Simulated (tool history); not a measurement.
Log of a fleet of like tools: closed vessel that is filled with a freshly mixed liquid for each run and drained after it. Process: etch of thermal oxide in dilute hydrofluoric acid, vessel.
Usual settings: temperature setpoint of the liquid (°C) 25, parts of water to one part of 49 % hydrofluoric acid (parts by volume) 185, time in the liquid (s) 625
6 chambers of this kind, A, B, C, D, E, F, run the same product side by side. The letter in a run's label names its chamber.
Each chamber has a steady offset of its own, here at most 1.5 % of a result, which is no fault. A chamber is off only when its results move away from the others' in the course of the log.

run    day  temperature setpoint of the liquid (°C)  parts of water to one part of 49 % hydrofluoric acid (parts by volume)  time in the liquid (s)  read-back film thickness of the thermal oxide reference wafer, read on the same gauge (nm)  thickness taken off the thermal oxide on a monitor wafer (nm)
 1E  0.121                                       25                                                                     185                     625                                                                                      90.007                                                         14.837
 2F  0.275                                       25                                                                     185                     625                                                                                      89.998                                                          14.89
 3C  0.442                                       25                                                                     185                     625                                                                                      89.951                                                         14.313
 4D  0.542                                       25                                                                     185                     625                                                                                      89.972                                                         14.436
 5B  0.717                                       25                                                                     185                     625                                                                                      89.966                                                          14.85
 6A  0.908                                       25                                                                     100                     625                                                                                      89.948                                                         30.692
 7B  1.096                                       25                                                                     100                     625                                                                                      90.015                                                         30.696
 8E  1.212                                       25                                                                     100                     625                                                                                      89.982                                                         29.523
 9D  1.304                                       25                                                                     100                     625                                                                                      90.017                                                         29.904
10C  1.512                                       25                                                                     100                     625                                                                                      89.968                                                         29.964
11A  1.675                                       25                                                                     100                     625                                                                                      89.983                                                         30.025
12F    1.8                                       25                                                                     185                     625                                                                                      90.001                                                         14.856
13C  1.912                                       25                                                                     185                     625                                                                                      89.997                                                         14.747
14D  2.104                                       25                                                                     185                     625                                                                                      90.001                                                         14.388
15B  2.196                                       25                                                                     185                     625                                                                                      89.977                                                         14.758
16F  2.362                                       23                                                                     245                     625                                                                                      89.996                                                         9.9258
17A  2.562                                       23                                                                     245                     625                                                                                       89.96                                                         9.8125
18E  2.683                                       23                                                                     245                     625                                                                                      90.061                                                         9.5524
19B  2.892                                       23                                                                     245                     625                                                                                      89.973                                                         9.5687
20A  3.083                                       23                                                                     245                     625                                                                                      90.045                                                         9.8115
21D  3.283                                       23                                                                     245                     625                                                                                      89.987                                                         9.5481
22F  3.375                                       25                                                                     185                     625                                                                                      90.005                                                          14.66
23E  3.529                                       25                                                                     185                     625                                                                                      90.033                                                         14.671
24C  3.625                                       25                                                                     185                     625                                                                                      90.036                                                         14.763
25B  3.725                                       25                                                                     230                     625                                                                                      90.004                                                         11.198
26A  3.846                                       25                                                                     230                     625                                                                                      89.966                                                         10.974
27F  4.008                                       25                                                                     230                     625                                                                                      90.015                                                         11.256
28E  4.121                                       25                                                                     230                     625                                                                                      90.013                                                         11.304
29D  4.229                                       25                                                                     230                     625                                                                                      90.029                                                         11.215
30C    4.4                                       25                                                                     230                     625                                                                                      90.003                                                         10.969
31A   4.55                                       25                                                                     185                     625                                                                                       90.01                                                         14.366
32B  4.725                                       25                                                                     185                     625                                                                                      89.972                                                         14.866
33E  4.821                                       25                                                                     185                     625                                                                                      90.035                                                          14.59
34C  4.942                                       25                                                                     185                     625                                                                                      90.017                                                         14.489
35F  5.146                                       25                                                                     185                     625                                                                                      89.983                                                         14.811
36D  5.238                                       25                                                                     185                     625                                                                                      89.973                                                         14.515
37E  5.329                                       25                                                                     185                     625                                                                                      89.986                                                         14.624
38B  5.496                                       25                                                                     185                     625                                                                                      89.983                                                         14.819
39F  5.688                                       25                                                                     185                     625                                                                                      89.962                                                         14.843
40D  5.792                                       25                                                                     185                     625                                                                                      90.027                                                         14.757
41A  5.971                                       25                                                                     185                     625                                                                                      90.028                                                         13.974
42C  6.129                                       25                                                                     185                     625                                                                                      90.064                                                         14.553
43D  6.258                                       25                                                                     185                     625                                                                                      89.965                                                         14.557
44F  6.383                                       25                                                                     185                     625                                                                                      90.014                                                         15.018

All 6 chambers run these settings next. Forecast each chamber's results:
45A  6.529                                       25                                                                     185                     625                                                                                                                                                          ?
45B  6.529                                       25                                                                     185                     625                                                                                                                                                          ?
45C  6.529                                       25                                                                     185                     625                                                                                                                                                          ?
45D  6.529                                       25                                                                     185                     625                                                                                                                                                          ?
45E  6.529                                       25                                                                     185                     625                                                                                                                                                          ?
45F  6.529                                       25                                                                     185                     625                                                                                                                                                          ?

run  thickness taken off the thermal oxide on a monitor wafer (nm)
45A                                                         13.724
45B                                                         14.858
45C                                                         14.471
45D                                                         14.323
45E                                                         14.932
45F                                                         15.016
